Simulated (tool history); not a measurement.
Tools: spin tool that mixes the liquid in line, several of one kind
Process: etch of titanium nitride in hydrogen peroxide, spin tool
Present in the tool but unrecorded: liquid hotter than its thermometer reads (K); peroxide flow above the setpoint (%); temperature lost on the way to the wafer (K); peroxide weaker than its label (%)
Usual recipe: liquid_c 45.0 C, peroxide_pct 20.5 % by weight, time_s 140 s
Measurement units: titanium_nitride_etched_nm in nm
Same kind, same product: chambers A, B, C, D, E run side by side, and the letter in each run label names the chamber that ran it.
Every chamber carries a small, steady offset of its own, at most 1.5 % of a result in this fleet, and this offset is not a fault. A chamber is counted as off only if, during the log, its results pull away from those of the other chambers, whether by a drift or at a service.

run   hour  liquid_c  peroxide_pct  time_s  hours since the thermometer was replaced  hours since the peroxide flow meter was replaced  hours since the heated supply line was repaired  hours since the drum of peroxide was connected  read-back film thickness of the titanium nitride reference wafer, read on the same gauge (nm)  titanium_nitride_etched_nm
 1A    3.7      45.0          20.5     140                                    1616.8                                            1653.0                                            973.9                                           225.0                                                                                         50.001                      8.0541
 2C   10.9      45.0          20.5     140                                    1336.2                                             238.7                                            704.6                                           103.8                                                                                         49.996                      8.1606
 3E   16.2      45.0          20.5     140                                     567.3                                             527.0                                           4117.8                                           863.1                                                                                         49.966                      8.1797
 4B   20.7      45.0          20.5     140                                    2482.8                                             314.5                                            577.2                                           306.8                                                                                         49.970                      7.9336
 5D   25.2      45.0          20.5     140                                     336.7                                             871.0                                           1459.7                                           285.7                                                                                         49.987                      7.9923
 6D   31.0      45.0          20.5     140                                     342.5                                             876.8                                           1465.5                                           291.5                                                                                         50.005                      8.1059
 7C   37.1      45.0          20.5     140                                    1362.4                                             264.9                                            730.8                                           130.0                                                                                         49.988                      8.0865
 8E   43.3      45.0          23.0     165                                     594.4                                             554.1                                           4144.9                                           890.2                                                                                         50.020                      9.6365
 9A   50.2      45.0          23.0     165                                    1663.3                                            1699.5                                           1020.4                                           271.5                                                                                         49.977                      9.7101
10B   57.3      45.0          23.0     165                                    2519.4                                             351.1                                            613.8                                           343.4                                                                                         50.011                      9.5655
11D   61.8      45.0          23.0     165                                     373.3                                             907.6                                           1496.3                                           322.3                                                                                         49.972                      9.8644
      62.6  -- chamber D: heated supply line repaired
12E   66.0      45.0          23.0     165                                     617.1                                             576.8                                           4167.6                                           912.9                                                                                         50.024                      9.6988
13C   69.4      45.0          20.5     140                                    1394.7                                             297.2                                            763.1                                           162.3                                                                                         49.997                      7.9783
14B   76.7      45.0          20.5     140                                    2538.8                                             370.5                                            633.2                                           362.8                                                                                         50.015                      8.0031
      79.9  -- chamber B: thermometer replaced
15A   83.5      45.0          20.5     140                                    1696.6                                            1732.8                                           1053.7                                           304.8                                                                                         50.003                      8.1220
16B   88.7      45.0          20.5     140                                       8.8                                             382.5                                            645.2                                           374.8                                                                                         50.021                      8.0029
17C   95.5      45.0          20.5     140                                    1420.8                                             323.3                                            789.2                                           188.4                                                                                         49.990                      7.9348
18E  102.3      45.0          20.5     140                                     653.4                                             613.1                                           4203.9                                           949.2                                                                                         50.005                      8.1345
19D  109.3      45.0          20.5     140                                     420.8                                             955.1                                             46.8                                           369.8                                                                                         49.983                      8.0798
20A  116.2      45.0          20.5     140                                    1729.3                                            1765.5                                           1086.4                                           337.5                                                                                         49.987                      8.1050
21D  120.3      45.0          20.5     140                                     431.8                                             966.1                                             57.8                                           380.8                                                                                         49.982                      8.0900
22C  127.4      45.0          20.5     140                                    1452.7                                             355.2                                            821.1                                           220.3                                                                                         50.013                      7.8751
23E  131.8      45.0          20.5     140                                     682.9                                             642.6                                           4233.4                                           978.7                                                                                         49.990                      8.0536
24B  138.4      45.0          20.5     140                                      58.5                                             432.2                                            694.9                                           424.5                                                                                         49.997                      7.8654
25A  143.5      45.0          20.5     140                                    1756.6                                            1792.8                                           1113.7                                           364.8                                                                                         50.003                      8.0228
26D  148.9      45.0          20.5     140                                     460.4                                             994.7                                             86.4                                           409.4                                                                                         49.990                      8.1186
27C  155.2      45.0          20.5     140                                    1480.5                                             383.0                                            848.9                                           248.1                                                                                         49.972                      7.7200
28E  160.6      45.0          20.5     140                                     711.7                                             671.4                                           4262.2                                          1007.5                                                                                         50.002                      8.1187
     163.0  -- chamber D: new drum of peroxide connected
29B  166.1      45.0          20.5     140                                      86.2                                             459.9                                            722.6                                           452.2                                                                                         50.005                      8.0758
     167.7  -- chamber A: heated supply line repaired
30A  171.6      45.0          20.5     140                                    1784.7                                            1820.9                                              3.9                                           392.9                                                                                         49.992                      8.0979
     172.6  -- chamber A: new drum of peroxide connected
31B  177.3      38.5          20.5     100                                      97.4                                             471.1                                            733.8                                           463.4                                                                                         49.984                      3.4879
32E  181.4      38.5          20.5     100                                     732.5                                             692.2                                           4283.0                                          1028.3                                                                                         50.003                      3.4804
33A  187.9      38.5          20.5     100                                    1801.0                                            1837.2                                             20.2                                            15.3                                                                                         49.996                      3.4632
34D  192.0      38.5          20.5     100                                     503.5                                            1037.8                                            129.5                                            29.1                                                                                         49.996                      3.5585
35C  197.2      38.5          20.5     100                                    1522.5                                             425.0                                            890.9                                           290.1                                                                                         49.993                      3.3019
36A  202.1      45.0          20.5     140                                    1815.2                                            1851.4                                             34.4                                            29.5                                                                                         50.026                      8.1628
37C  208.7      45.0          20.5     140                                    1534.0                                             436.5                                            902.4                                           301.6                                                                                         50.005                      7.5922
38B  214.9      45.0          20.5     140                                     135.0                                             508.7                                            771.4                                           501.0                                                                                         50.000                      8.0800
39E  220.9      45.0          20.5     140                                     772.0                                             731.7                                           4322.5                                          1067.8                                                                                         49.998                      8.1693
40D  226.5      45.0          20.5     140                                     538.0                                            1072.3                                            164.0                                            63.6                                                                                         49.981                      8.1968

What goes on in this fleet: one chamber off, a drifting gauge, or nothing beyond the chambers' own small offsets? Name the chamber and the cause, if any.

Little by little, chamber C moves away from the other chambers.
Cause: temperature lost on the way to the wafer (K) = 0.9.
It could be hard to tell apart here from: liquid colder than its thermometer reads (K).

Below are 4 candidate recipes for chamber C's next run, each the usual settings with a change, their results shown as question marks. Which of them brings C's results back in line with what the other chambers give on the usual settings?
Counts as in line when no further than this from what the other chambers average on the usual settings: titanium_nitride_etched_nm 0.2300 nm
41C-1  231.7      46.0          20.5     140                                                                                                                                                                                                                                                                                                                       ?
41C-2  231.7      44.0          20.5     135                                                                                                                                                                                                                                                                                                                       ?
41C-3  231.7      45.0          20.5     130                                                                                                                                                                                                                                                                                                                       ?
41C-4  231.7      46.0          20.5     145                                                                                                                                                                                                                                                                                                                       ?

The mean the other chambers reach with the usual settings: titanium_nitride_etched_nm 8.0770 nm
  run  titanium_nitride_etched_nm
41C-1                      8.1573
41C-2                      6.7609
41C-3                      7.0242
41C-4                      8.4487
41C-1 is the one that brings the chamber's results back in line with the other chambers.

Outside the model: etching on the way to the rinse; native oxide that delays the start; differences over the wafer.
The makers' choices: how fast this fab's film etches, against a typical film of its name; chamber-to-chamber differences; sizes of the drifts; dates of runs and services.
